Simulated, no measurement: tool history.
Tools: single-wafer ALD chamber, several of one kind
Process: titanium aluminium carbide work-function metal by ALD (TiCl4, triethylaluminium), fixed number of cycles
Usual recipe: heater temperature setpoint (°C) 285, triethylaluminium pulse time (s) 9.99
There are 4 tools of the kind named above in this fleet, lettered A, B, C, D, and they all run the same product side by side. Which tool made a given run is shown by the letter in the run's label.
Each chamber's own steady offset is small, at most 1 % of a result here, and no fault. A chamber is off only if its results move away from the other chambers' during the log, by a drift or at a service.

| run | hour | heater temperature setpoint (°C) | triethylaluminium pulse time (s) | read-back reference wafer on the same gauge, thickness_nm | mean film thickness on the monitor wafer (Å) |
|---|---|---|---|---|---|
| 1C | 8.7 | 285 | 9.99 | 2.0006 | 18.712 |
| 2A | 16.4 | 285 | 9.99 | 1.9992 | 18.774 |
| 3D | 29.7 | 285 | 9.99 | 2.0011 | 18.762 |
| 4B | 36.7 | 285 | 9.99 | 1.9994 | 18.733 |
| 5C | 49.4 | 285 | 9.99 | 1.9997 | 18.643 |
| 6A | 56.9 | 285 | 9.99 | 2.0012 | 18.586 |
| 7D | 66 | 285 | 9.99 | 2.001 | 18.766 |
| 8B | 72.5 | 290 | 7.92 | 2.001 | 18.404 |
| 9A | 79.2 | 290 | 7.92 | 2.0013 | 18.362 |
| 10C | 89.1 | 290 | 7.92 | 2.0004 | 18.476 |
| 11D | 98.2 | 290 | 7.92 | 1.9985 | 18.407 |
| 12B | 107.6 | 285 | 9.99 | 1.9997 | 18.712 |
| 13C | 114.9 | 285 | 9.99 | 1.9997 | 18.526 |
|  | 116.1 | chamber C: thermocouple changed; heater temperature recalibrated |
| 14D | 121.7 | 285 | 9.99 | 1.9993 | 18.683 |
| 15A | 131.5 | 285 | 9.99 | 1.9996 | 18.71 |
| 16B | 141.2 | 271 | 9.99 | 1.9985 | 17.556 |
| 17C | 153.3 | 271 | 9.99 | 1.9997 | 17.53 |
| 18A | 160.9 | 271 | 9.99 | 2.0005 | 17.384 |
| 19D | 169.4 | 271 | 9.99 | 1.9998 | 17.412 |
|  | 176 | chamber C: triethylaluminium bottle replaced |
| 20B | 176.5 | 285 | 9.99 | 1.9993 | 18.663 |
| 21D | 183.7 | 285 | 9.99 | 2.0004 | 18.722 |
| 22C | 196 | 285 | 9.99 | 1.9994 | 18.747 |
| 23A | 209.7 | 285 | 9.99 | 1.9997 | 18.723 |
| 24B | 222.9 | 285 | 9.99 | 2 | 18.72 |
| 25D | 231.6 | 285 | 9.99 | 2.0028 | 18.604 |
| 26B | 240.4 | 285 | 9.99 | 2.0001 | 18.782 |
| 27A | 248.2 | 285 | 6.2 | 1.9994 | 16.902 |
| 28C | 254.6 | 285 | 6.2 | 2 | 16.957 |
| 29D | 265.7 | 285 | 6.2 | 1.9998 | 17.023 |
| 30C | 278.5 | 285 | 6.2 | 1.998 | 17.042 |
| 31A | 288.5 | 285 | 9.99 | 2.0008 | 18.629 |
| 32B | 298.3 | 285 | 9.99 | 2.0002 | 18.71 |
| 33A | 312 | 285 | 9.99 | 1.9998 | 18.589 |
| 34B | 325.7 | 285 | 9.99 | 1.9982 | 18.663 |
| 35C | 338.4 | 285 | 9.99 | 2.0012 | 18.654 |
| 36D | 350.9 | 285 | 9.99 | 1.9988 | 18.811 |

Is one chamber out of step, is the gauge drifting, or do the chambers differ by no more than their own small offsets? For an off chamber, give its letter and the likeliest cause.

All chambers stay in line apart from their small fixed offsets, and the gauge does not drift.
